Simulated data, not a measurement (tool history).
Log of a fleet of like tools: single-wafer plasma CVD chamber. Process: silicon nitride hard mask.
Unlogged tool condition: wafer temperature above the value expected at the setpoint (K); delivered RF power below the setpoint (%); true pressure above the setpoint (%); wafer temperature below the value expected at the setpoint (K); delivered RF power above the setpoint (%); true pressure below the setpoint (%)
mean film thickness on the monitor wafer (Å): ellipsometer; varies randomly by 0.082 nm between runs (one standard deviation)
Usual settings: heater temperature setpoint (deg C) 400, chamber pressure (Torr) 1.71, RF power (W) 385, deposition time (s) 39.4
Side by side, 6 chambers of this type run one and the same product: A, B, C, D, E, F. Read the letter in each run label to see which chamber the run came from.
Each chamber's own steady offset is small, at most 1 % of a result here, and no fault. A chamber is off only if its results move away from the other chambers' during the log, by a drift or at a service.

run,hour,heater temperature setpoint (deg C),chamber pressure (Torr),RF power (W),deposition time (s),hours since the last thermocouple change,hours since the last RF generator calibration,hours since the last manometer calibration,"read-back reference wafer on the same gauge, thickness_nm",mean film thickness on the monitor wafer (Å)
1A,7.2,400,1.71,385,39.4,99.5,1402.6,1454.4,51.41,547.19
2D,12.2,400,1.71,385,39.4,816.6,975.4,2602,51.39,540.49
3B,19.5,400,1.71,385,39.4,1186.9,1987.1,925.2,51.351,545.16
4C,28.5,400,1.71,385,39.4,902.8,683.9,744.4,51.378,543.73
5E,36.9,400,1.71,385,39.4,690.7,1034.4,609,51.376,544.18
6F,43.8,400,1.71,385,45,2201.6,374.7,1514.7,51.382,616.61
7E,53.3,400,1.71,385,45,707.1,1050.8,625.4,51.349,621.72
8F,59.1,400,1.71,385,45,2216.9,390,1530,51.356,617.73
9A,65.3,400,1.71,385,45,157.6,1460.7,1512.5,51.335,623.34
# hour 66.2: chamber F: thermocouple changed; heater temperature recalibrated
10D,70.8,400,1.71,385,45,875.2,1034,2660.6,51.329,614.09
11C,80.2,400,1.71,385,45,954.5,735.6,796.1,51.324,621.95
12B,88.2,400,1.71,385,39.4,1255.6,2055.8,993.9,51.321,542
13F,95.6,400,1.71,385,39.4,29.5,426.5,1566.5,51.292,538.95
14A,104,400,1.71,385,39.4,196.3,1499.4,1551.2,51.281,545.22
15B,113.6,400,1.71,385,39.4,1281,2081.2,1019.3,51.27,544.26
16E,122.3,400,1.71,385,39.4,776.1,1119.8,694.4,51.277,542.67
17D,127.6,400,1.71,385,39.4,932,1090.8,2717.4,51.27,537.78
18C,133.3,400,1.47,385,41.8,1007.6,788.7,849.2,51.293,551.83
19A,137.8,400,1.47,385,41.8,230.1,1533.2,1585,51.261,553.28
# hour 139.6: chamber A: capacitance manometer re-zeroed and calibrated
20C,144.6,400,1.47,385,41.8,1018.9,800,860.5,51.266,553.09
21F,152.9,400,1.47,385,41.8,86.8,483.8,1623.8,51.252,548.03
# hour 153: chamber E: RF generator calibrated
22B,159,400,1.47,385,41.8,1326.4,2126.6,1064.7,51.216,550.73
23D,166.5,400,1.47,385,41.8,970.9,1129.7,2756.3,51.222,547.33
24E,174.2,400,1.71,385,39.4,828,21.3,746.3,51.231,543.22
# hour 176.9: chamber A: RF generator calibrated
25D,180.8,400,1.71,345,39.4,985.2,1144,2770.6,51.219,501.66
26F,187.8,400,1.71,345,39.4,121.7,518.7,1658.7,51.215,501.72
27E,193,400,1.71,345,39.4,846.8,40.1,765.1,51.203,506.35
28A,199.8,400,1.71,345,39.4,292.1,23,60.3,51.193,509.5
29C,206.3,400,1.71,345,39.4,1080.6,861.7,922.2,51.223,507.18
30B,212.5,400,1.71,345,39.4,1379.9,2180.1,1118.2,51.202,505.85
31F,221.6,400,1.71,385,39.4,155.5,552.5,1692.5,51.193,538.86
# hour 223.6: chamber C: thermocouple changed; heater temperature recalibrated
32B,230.7,400,1.71,385,39.4,1398.1,2198.3,1136.4,51.167,542.8
33E,240.4,400,1.71,385,39.4,894.2,87.5,812.5,51.16,542.79
34D,247.5,400,1.71,385,39.4,1051.9,1210.7,2837.3,51.139,535.31
35C,256,400,1.71,385,39.4,32.4,911.4,971.9,51.167,543.35
36A,262.7,400,1.71,385,39.4,355,85.9,123.2,51.103,544.44
37B,270,411,2.09,385,39.4,1437.4,2237.6,1175.7,51.138,567.85
38A,276.2,411,2.09,385,39.4,368.5,99.4,136.7,51.133,571.99
39D,285.5,411,2.09,385,39.4,1089.9,1248.7,2875.3,51.11,563.94
40C,290.8,411,2.09,385,39.4,67.2,946.2,1006.7,51.118,570.12
41E,299.6,411,2.09,385,39.4,953.4,146.7,871.7,51.086,570.48
42F,308.6,411,2.09,385,39.4,242.5,639.5,1779.5,51.088,563.67

Each of the 6 chambers runs these same settings next. Fill in every chamber's results:
43A,315.5,400,1.71,385,39.4,,,,,?
43B,315.5,400,1.71,385,39.4,,,,,?
43C,315.5,400,1.71,385,39.4,,,,,?
43D,315.5,400,1.71,385,39.4,,,,,?
43E,315.5,400,1.71,385,39.4,,,,,?
43F,315.5,400,1.71,385,39.4,,,,,?

run,mean film thickness on the monitor wafer (Å)
43A,542.72
43B,541.51
43C,542.58
43D,535.22
43E,542.95
43F,536.94
